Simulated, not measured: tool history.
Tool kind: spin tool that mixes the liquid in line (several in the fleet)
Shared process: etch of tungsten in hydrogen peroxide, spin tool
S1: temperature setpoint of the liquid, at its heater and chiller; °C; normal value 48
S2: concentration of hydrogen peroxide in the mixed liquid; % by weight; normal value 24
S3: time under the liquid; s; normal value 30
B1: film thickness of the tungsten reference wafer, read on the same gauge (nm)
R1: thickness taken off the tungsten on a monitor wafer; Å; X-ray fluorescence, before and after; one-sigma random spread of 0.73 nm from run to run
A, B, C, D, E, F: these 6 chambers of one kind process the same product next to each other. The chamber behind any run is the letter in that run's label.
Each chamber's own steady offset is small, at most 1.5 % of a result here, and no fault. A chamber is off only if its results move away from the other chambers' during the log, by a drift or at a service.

| run | hour | S1 | S2 | S3 | B1 | R1 |
|---|---|---|---|---|---|---|
|  | 0.4 | chamber C: peroxide flow meter replaced |
| 1B | 9.2 | 48 | 24 | 30 | 149.99 | 740.21 |
| 2C | 16.8 | 48 | 24 | 30 | 149.98 | 757.97 |
| 3E | 22.2 | 48 | 24 | 30 | 150.06 | 743.86 |
| 4D | 30.1 | 48 | 24 | 30 | 149.96 | 745.88 |
| 5A | 37 | 48 | 24 | 30 | 149.97 | 750.26 |
|  | 38.9 | chamber B: new drum of peroxide connected |
|  | 39 | chamber E: new drum of peroxide connected |
| 6F | 47 | 48 | 24 | 30 | 150.02 | 745.93 |
| 7E | 54.9 | 48 | 24 | 30 | 149.97 | 744.84 |
| 8F | 63.8 | 40 | 24 | 30 | 149.99 | 437.02 |
| 9C | 71.2 | 40 | 24 | 30 | 150.03 | 451.71 |
|  | 78.5 | chamber B: heated supply line repaired |
| 10D | 82.4 | 40 | 24 | 30 | 149.99 | 448.76 |
| 11A | 90.4 | 40 | 24 | 30 | 150 | 455.53 |
| 12B | 99.3 | 40 | 24 | 30 | 149.97 | 437.9 |
| 13E | 109.7 | 40 | 24 | 30 | 150.04 | 457.91 |
| 14B | 114.6 | 48 | 24 | 30 | 149.93 | 747.43 |
| 15A | 121.3 | 48 | 24 | 30 | 150.02 | 733.25 |
| 16D | 131.4 | 48 | 24 | 30 | 149.94 | 719.01 |
| 17F | 138.7 | 48 | 24 | 30 | 150.02 | 741.67 |
| 18C | 148.4 | 48 | 24 | 30 | 150 | 746.02 |
|  | 151.2 | chamber A: new drum of peroxide connected |
| 19B | 156.9 | 48 | 24 | 30 | 149.97 | 746.31 |
| 20D | 162.8 | 48 | 24 | 30 | 149.98 | 724.97 |
| 21F | 171.7 | 48 | 24 | 30 | 149.98 | 745.53 |
| 22A | 182.9 | 48 | 24 | 30 | 150 | 746.5 |
|  | 185.9 | chamber B: thermometer replaced |
| 23C | 194.2 | 48 | 24 | 30 | 149.95 | 748.15 |
| 24E | 203.9 | 48 | 24 | 30 | 150.04 | 754.88 |
| 25D | 213.6 | 48 | 24 | 30 | 149.99 | 687.73 |
| 26C | 224.5 | 48 | 24 | 30 | 150.01 | 747.15 |
|  | 227.4 | chamber D: peroxide flow meter replaced |
| 27B | 233.6 | 48 | 24 | 30 | 150 | 746.77 |
| 28F | 240.5 | 44.5 | 29.5 | 30 | 150.03 | 656.37 |
| 29A | 245.5 | 44.5 | 29.5 | 30 | 150.06 | 660.18 |
| 30E | 250.7 | 44.5 | 29.5 | 30 | 150.04 | 675.89 |
| 31F | 256.3 | 44.5 | 29.5 | 30 | 149.98 | 653.98 |
| 32A | 262.5 | 44.5 | 29.5 | 30 | 150 | 668.39 |
|  | 262.8 | chamber C: heated supply line repaired |
| 33E | 271.5 | 44.5 | 29.5 | 30 | 150.03 | 662.99 |
| 34C | 278.1 | 48 | 24 | 30 | 150.06 | 748.8 |
| 35D | 283.1 | 48 | 24 | 30 | 149.98 | 661.38 |
| 36B | 293.1 | 45 | 24 | 15 | 150 | 308.19 |

Is one chamber off against the others, does the gauge drift, or is nothing wrong? If a chamber is off, say which, and what the likeliest cause is.

Little by little, chamber D moves away from the other chambers.
What lies behind it: liquid colder than its thermometer reads (K) = 2.15.
With only this log, it may be confused with: temperature lost on the way to the wafer (K).

Chamber D could run next with any of the 4 candidate recipes listed below; each alters the usual settings, and their results appear as question marks. Which one brings its results back in line with what the other chambers deliver on the usual settings?
In line means no further than this from the other chambers' mean on the usual settings: R1 26 Å
| 37D-1 | 301.2 | 50 | 24 | 30 |  | ? |
| 37D-2 | 301.2 | 46 | 24 | 30 |  | ? |
| 37D-3 | 301.2 | 45 | 23.5 | 30 |  | ? |
| 37D-4 | 301.2 | 51 | 24 | 30 |  | ? |

Other chambers, usual settings, mean: R1 744.35 Å
| run | R1 |
|---|---|
| 37D-1 | 747.98 |
| 37D-2 | 579.82 |
| 37D-3 | 537.99 |
| 37D-4 | 796.59 |
The right change is 37D-1: it brings the chamber back within the allowed miss of the others.
